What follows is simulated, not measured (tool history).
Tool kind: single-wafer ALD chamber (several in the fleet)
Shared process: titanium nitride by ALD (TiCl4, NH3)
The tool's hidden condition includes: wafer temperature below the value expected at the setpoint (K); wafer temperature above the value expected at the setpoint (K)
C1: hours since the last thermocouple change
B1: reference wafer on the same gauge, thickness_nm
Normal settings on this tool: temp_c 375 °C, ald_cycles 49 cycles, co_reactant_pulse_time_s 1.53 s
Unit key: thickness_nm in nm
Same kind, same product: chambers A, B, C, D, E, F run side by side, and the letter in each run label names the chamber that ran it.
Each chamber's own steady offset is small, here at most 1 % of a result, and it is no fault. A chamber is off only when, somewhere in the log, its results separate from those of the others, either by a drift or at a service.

Run 1D, hour 6.2: usual settings; C1 812.4; B1 1.0791. Result: thickness_nm 1.0259 nm.
Run 2B, hour 11.2: usual settings; C1 1730.6; B1 1.0805. Result: thickness_nm 1.0351 nm.
Run 3C, hour 15.3: usual settings; C1 2193.2; B1 1.0803. Result: thickness_nm 1.0347 nm.
At hour 17.4: chamber C: thermocouple changed; heater temperature recalibrated.
Run 4E, hour 20.8: usual settings; C1 550.9; B1 1.0802. Result: thickness_nm 1.0384 nm.
Run 5A, hour 26.1: usual settings; C1 485.5; B1 1.0797. Result: thickness_nm 1.0395 nm.
Run 6F, hour 29.6: usual settings; C1 2086.6; B1 1.0804. Result: thickness_nm 1.0374 nm.
Run 7B, hour 35.1: usual settings; C1 1754.5; B1 1.081. Result: thickness_nm 1.0361 nm.
Run 8D, hour 38.8: usual settings; C1 845; B1 1.0796. Result: thickness_nm 1.0276 nm.
Run 9E, hour 44.1: usual settings but temp_c 369 °C, co_reactant_pulse_time_s 1.33 s; C1 574.2; B1 1.0798. Result: thickness_nm 1.0144 nm.
At hour 48.6: chamber F: thermocouple changed; heater temperature recalibrated.
Run 10F, hour 48.8: usual settings but temp_c 369 °C, co_reactant_pulse_time_s 1.33 s; C1 0.2; B1 1.0795. Result: thickness_nm 1.0074 nm.
Run 11A, hour 55.1: usual settings but temp_c 369 °C, co_reactant_pulse_time_s 1.33 s; C1 514.5; B1 1.0806. Result: thickness_nm 1.011 nm.
Run 12C, hour 61: usual settings but temp_c 369 °C, co_reactant_pulse_time_s 1.33 s; C1 43.6; B1 1.0799. Result: thickness_nm 1.0045 nm.
Run 13E, hour 67.9: usual settings but temp_c 369 °C, co_reactant_pulse_time_s 1.33 s; C1 598; B1 1.0796. Result: thickness_nm 1.0148 nm.
Run 14A, hour 74.8: usual settings but temp_c 369 °C, co_reactant_pulse_time_s 1.33 s; C1 534.2; B1 1.0798. Result: thickness_nm 1.012 nm.
Run 15B, hour 81.5: usual settings but temp_c 370 °C, ald_cycles 56 cycles; C1 1800.9; B1 1.0801. Result: thickness_nm 1.1709 nm.
Run 16C, hour 85.1: usual settings but temp_c 370 °C, ald_cycles 56 cycles; C1 67.7; B1 1.0804. Result: thickness_nm 1.1654 nm.
Run 17F, hour 88.5: usual settings but temp_c 370 °C, ald_cycles 56 cycles; C1 39.9; B1 1.0798. Result: thickness_nm 1.1769 nm.
Run 18D, hour 93.7: usual settings but temp_c 370 °C, ald_cycles 56 cycles; C1 899.9; B1 1.08. Result: thickness_nm 1.1633 nm.
Run 19F, hour 98.7: usual settings but temp_c 370 °C, ald_cycles 56 cycles; C1 50.1; B1 1.0798. Result: thickness_nm 1.1718 nm.
Run 20A, hour 102.8: usual settings but temp_c 370 °C, ald_cycles 56 cycles; C1 562.2; B1 1.0803. Result: thickness_nm 1.1714 nm.
Run 21D, hour 107.2: usual settings; C1 913.4; B1 1.0796. Result: thickness_nm 1.0312 nm.
Run 22B, hour 112.2: usual settings; C1 1831.6; B1 1.0807. Result: thickness_nm 1.0369 nm.
Run 23C, hour 117.8: usual settings; C1 100.4; B1 1.0796. Result: thickness_nm 1.035 nm.
Run 24E, hour 123.4: usual settings but temp_c 380 °C, ald_cycles 46 cycles; C1 653.5; B1 1.08. Result: thickness_nm 0.98346 nm.
Run 25D, hour 129.5: usual settings but temp_c 380 °C, ald_cycles 46 cycles; C1 935.7; B1 1.0806. Result: thickness_nm 0.97344 nm.
Run 26B, hour 136.1: usual settings but temp_c 380 °C, ald_cycles 46 cycles; C1 1855.5; B1 1.0798. Result: thickness_nm 0.98036 nm.
Run 27A, hour 143.2: usual settings but temp_c 380 °C, ald_cycles 46 cycles; C1 602.6; B1 1.0796. Result: thickness_nm 0.97858 nm.
Run 28E, hour 146.5: usual settings but temp_c 380 °C, ald_cycles 46 cycles; C1 676.6; B1 1.0785. Result: thickness_nm 0.98697 nm.
Run 29C, hour 151.7: usual settings but temp_c 380 °C, ald_cycles 46 cycles; C1 134.3; B1 1.0799. Result: thickness_nm 0.97596 nm.
Run 30F, hour 157.3: usual settings; C1 108.7; B1 1.081. Result: thickness_nm 1.039 nm.
Run 31D, hour 160.4: usual settings; C1 966.6; B1 1.0794. Result: thickness_nm 1.0362 nm.
Run 32E, hour 164.2: usual settings; C1 694.3; B1 1.0787. Result: thickness_nm 1.0462 nm.
Run 33C, hour 171: usual settings; C1 153.6; B1 1.08. Result: thickness_nm 1.0439 nm.
Run 34F, hour 174.7: usual settings; C1 126.1; B1 1.0804. Result: thickness_nm 1.0366 nm.
Run 35B, hour 179.9: usual settings; C1 1899.3; B1 1.0799. Result: thickness_nm 1.0373 nm.
Run 36A, hour 183.9: usual settings; C1 643.3; B1 1.0807. Result: thickness_nm 1.0368 nm.
Run 37A, hour 187.4: usual settings; C1 646.8; B1 1.0801. Result: thickness_nm 1.0362 nm.

The same settings go to every chamber for the next run, one line per chamber below. Forecast the results for each:
Run 38A, hour 192.4: usual settings. Result: thickness_nm ?.
Run 38B, hour 192.4: usual settings. Result: thickness_nm ?.
Run 38C, hour 192.4: usual settings. Result: thickness_nm ?.
Run 38D, hour 192.4: usual settings. Result: thickness_nm ?.
Run 38E, hour 192.4: usual settings. Result: thickness_nm ?.
Run 38F, hour 192.4: usual settings. Result: thickness_nm ?.

run  thickness_nm
38A        1.0375
38B        1.0339
38C        1.0352
38D        1.0256
38E        1.0431
38F        1.0317
